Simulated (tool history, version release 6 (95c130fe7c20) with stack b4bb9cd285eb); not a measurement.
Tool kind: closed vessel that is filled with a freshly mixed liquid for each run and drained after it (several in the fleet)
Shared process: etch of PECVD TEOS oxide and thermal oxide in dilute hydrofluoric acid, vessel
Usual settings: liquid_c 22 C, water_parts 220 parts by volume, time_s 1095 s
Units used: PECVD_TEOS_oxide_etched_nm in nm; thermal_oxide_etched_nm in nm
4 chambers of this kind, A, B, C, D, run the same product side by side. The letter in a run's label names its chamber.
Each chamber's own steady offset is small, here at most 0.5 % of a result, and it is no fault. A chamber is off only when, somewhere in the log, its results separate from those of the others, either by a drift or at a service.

| run | day | liquid_c | water_parts | time_s | hours since the thermometer was replaced | hours since the hydrofluoric acid flow meter was replaced | read-back film thickness of the PECVD TEOS oxide reference wafer, read on the same gauge (nm) | read-back film thickness of the thermal oxide reference wafer, read on the same gauge (nm) | PECVD_TEOS_oxide_etched_nm | thermal_oxide_etched_nm |
|---|---|---|---|---|---|---|---|---|---|---|
| 1D | 0.183 | 22 | 220 | 1095 | 409.3 | 887.2 | 120.01 | 150.02 | 56.272 | 19.163 |
| 2C | 0.475 | 22 | 220 | 1095 | 175.6 | 284.3 | 120 | 150.02 | 56.146 | 18.982 |
| 3A | 0.746 | 22 | 220 | 1095 | 293.1 | 661.4 | 119.98 | 150.02 | 55.998 | 19.03 |
| 4B | 0.929 | 22 | 220 | 1095 | 589.9 | 247.4 | 119.99 | 149.99 | 56.322 | 19.064 |
| 5D | 1.183 | 22 | 220 | 1095 | 433.3 | 911.2 | 120.01 | 150.05 | 55.662 | 18.941 |
| 6A | 1.346 | 22 | 220 | 1095 | 307.5 | 675.8 | 119.99 | 149.98 | 55.409 | 19.204 |
| 7B | 1.612 | 22 | 220 | 1095 | 606.3 | 263.8 | 120.01 | 150 | 56.221 | 19.47 |
| 8C | 1.792 | 22 | 220 | 1095 | 207.2 | 315.9 | 120.01 | 149.99 | 55.856 | 19.143 |
| 9A | 1.983 | 22 | 220 | 1095 | 322.8 | 691.1 | 119.99 | 149.96 | 55.016 | 18.929 |
| 10D | 2.267 | 26.5 | 130 | 1095 | 459.3 | 937.2 | 120 | 150.01 | 121.59 | 41.372 |
| 11B | 2.596 | 26.5 | 130 | 1095 | 629.9 | 287.4 | 120.01 | 150.02 | 125.5 | 42.627 |
| 12C | 2.875 | 26.5 | 130 | 1095 | 233.2 | 341.9 | 119.98 | 150.01 | 120.63 | 40.998 |
| 13D | 3.138 | 26.5 | 130 | 1095 | 480.2 | 958.1 | 120.01 | 149.99 | 121.39 | 41.449 |
| 14B | 3.454 | 22 | 220 | 1095 | 650.5 | 308 | 119.99 | 149.98 | 56.011 | 19.007 |
| 15C | 3.688 | 17 | 220 | 1095 | 252.7 | 361.4 | 120 | 150.03 | 45.749 | 15.138 |
| 16A | 3.938 | 17 | 220 | 1095 | 369.7 | 738 | 120 | 150 | 45.984 | 15.913 |
| 17C | 4.221 | 17 | 220 | 1095 | 265.5 | 374.2 | 120 | 150 | 44.848 | 15.233 |
| 18D | 4.492 | 17 | 220 | 1095 | 512.7 | 990.6 | 119.99 | 150.02 | 45.947 | 15.635 |
| 19B | 4.788 | 20 | 130 | 1095 | 682.5 | 340 | 120 | 150.02 | 98.084 | 32.798 |
| 20A | 4.983 | 20 | 130 | 1095 | 394.8 | 763.1 | 120.01 | 149.98 | 95.597 | 32.943 |
| 21B | 5.208 | 20 | 130 | 1095 | 692.6 | 350.1 | 120 | 149.97 | 96.683 | 32.725 |
| 22C | 5.362 | 20 | 130 | 1095 | 292.9 | 401.6 | 119.99 | 150.01 | 93.364 | 31.761 |
| 23A | 5.604 | 22 | 220 | 1095 | 409.7 | 778 | 120 | 150.02 | 55.648 | 19.206 |
| 24D | 5.871 | 22 | 220 | 1095 | 545.8 | 1023.7 | 120 | 149.97 | 56.378 | 19.082 |
| 25B | 6.192 | 22 | 220 | 1095 | 716.2 | 373.7 | 119.99 | 149.96 | 56.033 | 19.198 |
| 26D | 6.438 | 22 | 320 | 1095 | 559.4 | 1037.3 | 120 | 149.99 | 35.1 | 11.802 |
| 27A | 6.692 | 22 | 320 | 1095 | 435.8 | 804.1 | 120 | 150.04 | 34.618 | 11.91 |
| 28C | 6.983 | 22 | 320 | 1095 | 331.8 | 440.5 | 119.98 | 150.01 | 33.449 | 11.429 |
| 29B | 7.154 | 22 | 320 | 1095 | 739.3 | 396.8 | 119.99 | 150 | 34.539 | 11.916 |
| 30C | 7.358 | 24 | 220 | 460 | 340.8 | 449.5 | 120.01 | 149.99 | 24.171 | 8.1055 |
| 31D | 7.55 | 24 | 220 | 460 | 586.1 | 1064 | 120.02 | 149.99 | 25.215 | 8.6396 |
| 32A | 7.738 | 24 | 220 | 460 | 460.9 | 829.2 | 119.99 | 149.98 | 25.454 | 8.6494 |
| 33B | 8.062 | 24 | 220 | 460 | 761.1 | 418.6 | 119.99 | 150 | 25.276 | 8.6367 |

Read the log: is a single chamber off, either drifting away or since a service, is the gauge that measures every chamber drifting, or is nothing wrong beyond small per-chamber offsets? Name any odd chamber and what most likely caused it.

Little by little, chamber C moves away from the other chambers.
Likeliest cause: hydrofluoric acid flow below the setpoint (%) = 4.36.
The log may not separate it from: liquid colder than its thermometer reads (K).

Which of the 4 candidates below, each the usual settings with something changed and its results left as question marks, puts chamber C back in line with what the other chambers give on the usual settings?
Maximum distance from the other chambers' mean on the usual settings for a result to count as in line: PECVD_TEOS_oxide_etched_nm 1.3 nm; thermal_oxide_etched_nm 0.6 nm
| 34C-1 | 8.296 | 22 | 215 | 1125 |  |  |  |  | ? | ? |
| 34C-2 | 8.296 | 22 | 210 | 1155 |  |  |  |  | ? | ? |
| 34C-3 | 8.296 | 22 | 225 | 1065 |  |  |  |  | ? | ? |
| 34C-4 | 8.296 | 22 | 230 | 1035 |  |  |  |  | ? | ? |

What the other chambers average on the usual settings: PECVD_TEOS_oxide_etched_nm 55.965 nm; thermal_oxide_etched_nm 19.017 nm
| run | PECVD_TEOS_oxide_etched_nm | thermal_oxide_etched_nm |
|---|---|---|
| 34C-1 | 55.864 | 19.085 |
| 34C-2 | 59.003 | 20.158 |
| 34C-3 | 50.055 | 17.101 |
| 34C-4 | 47.361 | 16.18 |
It is 34C-1 that realigns the chamber with its peers.

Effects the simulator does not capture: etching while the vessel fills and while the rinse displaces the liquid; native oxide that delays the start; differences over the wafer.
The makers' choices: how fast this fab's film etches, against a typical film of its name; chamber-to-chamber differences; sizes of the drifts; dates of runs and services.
